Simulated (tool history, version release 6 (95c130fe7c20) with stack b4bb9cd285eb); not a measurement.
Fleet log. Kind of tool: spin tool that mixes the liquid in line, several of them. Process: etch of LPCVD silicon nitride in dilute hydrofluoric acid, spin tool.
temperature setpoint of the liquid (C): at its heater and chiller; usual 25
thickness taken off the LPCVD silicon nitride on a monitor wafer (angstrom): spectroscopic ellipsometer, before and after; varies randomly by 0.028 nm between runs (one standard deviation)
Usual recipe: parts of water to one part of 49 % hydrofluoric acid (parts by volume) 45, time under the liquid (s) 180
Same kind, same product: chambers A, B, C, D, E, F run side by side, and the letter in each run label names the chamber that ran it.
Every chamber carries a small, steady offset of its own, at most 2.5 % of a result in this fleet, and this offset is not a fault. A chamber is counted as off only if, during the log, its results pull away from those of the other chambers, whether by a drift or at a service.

run,day,temperature setpoint of the liquid (C),parts of water to one part of 49 % hydrofluoric acid (parts by volume),time under the liquid (s),"read-back film thickness of the LPCVD silicon nitride reference wafer, read on the same gauge (nm)",thickness taken off the LPCVD silicon nitride on a monitor wafer (angstrom)
1F,0.133,25,45,180,79.993,19.601
2E,0.242,25,45,180,80.018,19.364
3D,0.45,25,45,180,79.993,18.718
4B,0.683,25,45,180,79.998,19.249
5A,0.908,25,45,180,79.995,18.886
6C,1.033,25,45,180,79.997,19.224
7D,1.171,20.5,45,180,80.015,14.108
8A,1.346,20.5,45,180,79.993,14.216
9B,1.471,20.5,45,180,80.01,13.752
10E,1.588,20.5,45,180,80.001,14.354
11F,1.7,20.5,45,180,80.023,14.405
12C,1.921,20.5,45,180,79.977,14.169
13F,2.054,25,45,180,79.987,19.362
# day 2.162: chamber B: hydrofluoric acid flow meter replaced
14C,2.267,28.5,40,180,79.978,27.067
15D,2.462,28.5,40,180,79.986,27.135
16A,2.675,28.5,40,180,79.987,26.973
17E,2.85,28.5,40,180,79.999,27.991
18B,2.971,28.5,40,180,80.009,27.048
19C,3.175,28.5,40,180,79.983,27.36
20D,3.275,25,45,180,80.016,19.098
21E,3.475,25,45,180,80.016,20.341
22B,3.658,25,45,180,79.993,18.677
23F,3.8,25,45,180,80.015,19.676
24A,3.933,25,45,180,80.023,19.787
25E,4.067,25,45,80,79.999,9.2667
26A,4.208,25,45,80,80.01,8.7726
27D,4.358,25,45,80,79.979,8.5344
28C,4.504,25,45,80,79.981,8.6238
29B,4.629,25,45,80,79.979,8.4798
30F,4.767,25,45,80,79.986,8.9218
31C,4.875,25,45,180,80.011,20.104
32E,5.062,25,45,180,80.004,21.353
33B,5.225,25,60,265,80.015,20.862
34F,5.342,25,60,265,79.996,21.737
35D,5.508,25,60,265,79.982,21.65
36A,5.704,25,60,265,80.003,21.492
37C,5.871,25,60,265,80.004,21.433
38F,6.033,25,60,265,80.002,21.485
39E,6.208,25,45,180,80.016,21.909
40B,6.371,25,45,180,79.997,19.416
41A,6.483,30,30,180,80.011,40.812

Each of the 6 chambers runs these same settings next. Fill in every chamber's results:
42A,6.65,25,45,180,,?
42B,6.65,25,45,180,,?
42C,6.65,25,45,180,,?
42D,6.65,25,45,180,,?
42E,6.65,25,45,180,,?
42F,6.65,25,45,180,,?

run,thickness taken off the LPCVD silicon nitride on a monitor wafer (angstrom)
42A,19.154
42B,18.71
42C,19.026
42D,19.481
42E,22.344
42F,18.994
